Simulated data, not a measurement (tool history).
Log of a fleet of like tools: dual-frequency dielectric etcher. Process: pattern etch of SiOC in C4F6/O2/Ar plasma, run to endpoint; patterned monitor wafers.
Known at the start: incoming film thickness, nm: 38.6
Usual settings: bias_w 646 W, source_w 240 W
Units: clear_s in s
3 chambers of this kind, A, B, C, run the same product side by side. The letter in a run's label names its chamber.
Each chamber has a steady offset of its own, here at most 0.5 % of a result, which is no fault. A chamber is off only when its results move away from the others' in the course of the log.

run	hour	bias_w	source_w	clear_s
1C	7.0	646	240	14.201
2B	13.6	646	240	14.226
3A	22.0	646	240	14.306
4A	26.9	646	240	14.311
5B	35.2	646	240	14.249
6C	40.9	646	240	13.998
7B	46.0	646	240	14.195
8A	52.6	646	240	14.091
9C	57.7	646	240	14.135
10B	62.1	646	240	14.209
11C	70.1	646	240	14.079
12A	74.4	646	240	14.307
13B	80.7	785	180	14.580
14A	85.2	785	180	14.657
15C	92.6	785	180	14.479
16C	100.9	646	240	14.169
17A	110.0	646	240	14.311
18B	114.6	646	240	14.186
19C	122.4	646	240	14.151
20A	129.1	646	240	14.201
21B	139.1	646	240	14.157
# hour 146.5: chamber C: wet clean of the chamber
22A	147.9	646	240	14.083
23C	152.9	646	240	14.166
24B	159.0	646	240	14.123

What goes on in this fleet: one chamber off, a drifting gauge, or nothing beyond the chambers' own small offsets? Name the chamber and the cause, if any.

No chamber stands off beyond its own small offset, and the gauge holds steady.
